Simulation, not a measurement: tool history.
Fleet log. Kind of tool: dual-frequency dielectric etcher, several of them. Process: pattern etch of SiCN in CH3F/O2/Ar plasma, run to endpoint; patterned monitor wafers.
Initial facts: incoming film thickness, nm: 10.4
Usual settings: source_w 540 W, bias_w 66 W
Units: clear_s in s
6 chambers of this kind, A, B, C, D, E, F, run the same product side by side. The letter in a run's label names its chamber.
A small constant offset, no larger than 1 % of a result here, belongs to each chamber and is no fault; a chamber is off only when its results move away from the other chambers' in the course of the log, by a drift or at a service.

{"hour": 2.9, "done": "chamber B: wet clean of the chamber"}
{"run": "1A", "hour": 8.9, "source_w": 540, "bias_w": 66, "clear_s": 25.677}
{"run": "2D", "hour": 15.1, "source_w": 540, "bias_w": 66, "clear_s": 25.615}
{"run": "3F", "hour": 25.9, "source_w": 540, "bias_w": 66, "clear_s": 25.749}
{"run": "4B", "hour": 35.9, "source_w": 540, "bias_w": 66, "clear_s": 25.531}
{"run": "5E", "hour": 44.6, "source_w": 540, "bias_w": 66, "clear_s": 25.61}
{"run": "6C", "hour": 50.1, "source_w": 540, "bias_w": 66, "clear_s": 25.575}
{"run": "7E", "hour": 55.4, "source_w": 540, "bias_w": 66, "clear_s": 25.61}
{"hour": 62.9, "done": "chamber F: wet clean of the chamber"}
{"run": "8F", "hour": 64.0, "source_w": 540, "bias_w": 66, "clear_s": 25.621}
{"run": "9D", "hour": 69.5, "source_w": 540, "bias_w": 66, "clear_s": 25.554}
{"run": "10C", "hour": 79.7, "source_w": 540, "bias_w": 66, "clear_s": 25.491}
{"run": "11B", "hour": 88.5, "source_w": 540, "bias_w": 66, "clear_s": 25.466}
{"run": "12A", "hour": 97.6, "source_w": 540, "bias_w": 66, "clear_s": 25.547}
{"run": "13A", "hour": 108.6, "source_w": 540, "bias_w": 66, "clear_s": 25.699}
{"run": "14D", "hour": 114.0, "source_w": 540, "bias_w": 66, "clear_s": 25.559}
{"hour": 118.4, "done": "chamber D: wet clean of the chamber"}
{"run": "15E", "hour": 121.5, "source_w": 540, "bias_w": 66, "clear_s": 25.655}
{"run": "16F", "hour": 127.8, "source_w": 540, "bias_w": 66, "clear_s": 25.767}
{"run": "17B", "hour": 137.1, "source_w": 540, "bias_w": 66, "clear_s": 25.599}
{"run": "18C", "hour": 147.0, "source_w": 540, "bias_w": 60, "clear_s": 26.237}
{"run": "19F", "hour": 157.2, "source_w": 540, "bias_w": 60, "clear_s": 26.66}
{"run": "20A", "hour": 163.9, "source_w": 540, "bias_w": 60, "clear_s": 26.49}
{"run": "21C", "hour": 169.3, "source_w": 540, "bias_w": 60, "clear_s": 26.429}
{"hour": 171.3, "done": "chamber E: wet clean of the chamber"}
{"run": "22D", "hour": 176.4, "source_w": 540, "bias_w": 60, "clear_s": 26.532}
{"hour": 184.5, "done": "chamber E: bias power generator calibrated"}
{"run": "23E", "hour": 184.8, "source_w": 540, "bias_w": 60, "clear_s": 26.445}
{"run": "24B", "hour": 189.8, "source_w": 540, "bias_w": 66, "clear_s": 25.407}
{"hour": 190.6, "done": "chamber F: bias power generator calibrated"}
{"run": "25C", "hour": 200.4, "source_w": 540, "bias_w": 66, "clear_s": 25.527}
{"run": "26D", "hour": 210.3, "source_w": 680, "bias_w": 53, "clear_s": 25.206}
{"run": "27E", "hour": 218.8, "source_w": 680, "bias_w": 53, "clear_s": 25.066}
{"run": "28F", "hour": 228.3, "source_w": 680, "bias_w": 53, "clear_s": 25.253}
{"run": "29A", "hour": 235.3, "source_w": 680, "bias_w": 53, "clear_s": 25.195}
{"run": "30B", "hour": 244.5, "source_w": 680, "bias_w": 53, "clear_s": 25.18}
{"run": "31A", "hour": 249.5, "source_w": 680, "bias_w": 53, "clear_s": 25.262}
{"run": "32D", "hour": 254.4, "source_w": 540, "bias_w": 66, "clear_s": 25.801}
{"run": "33F", "hour": 259.8, "source_w": 540, "bias_w": 66, "clear_s": 25.576}
{"run": "34E", "hour": 267.1, "source_w": 540, "bias_w": 66, "clear_s": 25.579}
{"run": "35B", "hour": 273.1, "source_w": 540, "bias_w": 66, "clear_s": 25.391}
{"run": "36C", "hour": 278.6, "source_w": 540, "bias_w": 66, "clear_s": 25.46}
{"hour": 288.1, "done": "chamber C: wet clean of the chamber"}
{"run": "37A", "hour": 288.7, "source_w": 540, "bias_w": 66, "clear_s": 25.666}
{"run": "38C", "hour": 293.8, "source_w": 540, "bias_w": 59, "clear_s": 26.287}
{"run": "39B", "hour": 304.5, "source_w": 540, "bias_w": 59, "clear_s": 26.522}
{"run": "40E", "hour": 310.3, "source_w": 540, "bias_w": 59, "clear_s": 26.754}
{"run": "41D", "hour": 315.8, "source_w": 540, "bias_w": 59, "clear_s": 26.539}
{"run": "42F", "hour": 324.6, "source_w": 540, "bias_w": 59, "clear_s": 26.817}
{"run": "43A", "hour": 331.8, "source_w": 540, "bias_w": 59, "clear_s": 26.647}
{"run": "44B", "hour": 338.7, "source_w": 540, "bias_w": 77, "clear_s": 24.025}

Is one chamber out of step, is the gauge drifting, or do the chambers differ by no more than their own small offsets? For an off chamber, give its letter and the likeliest cause.

Beyond each chamber's small constant offset nothing stands out, and the gauge stays steady.
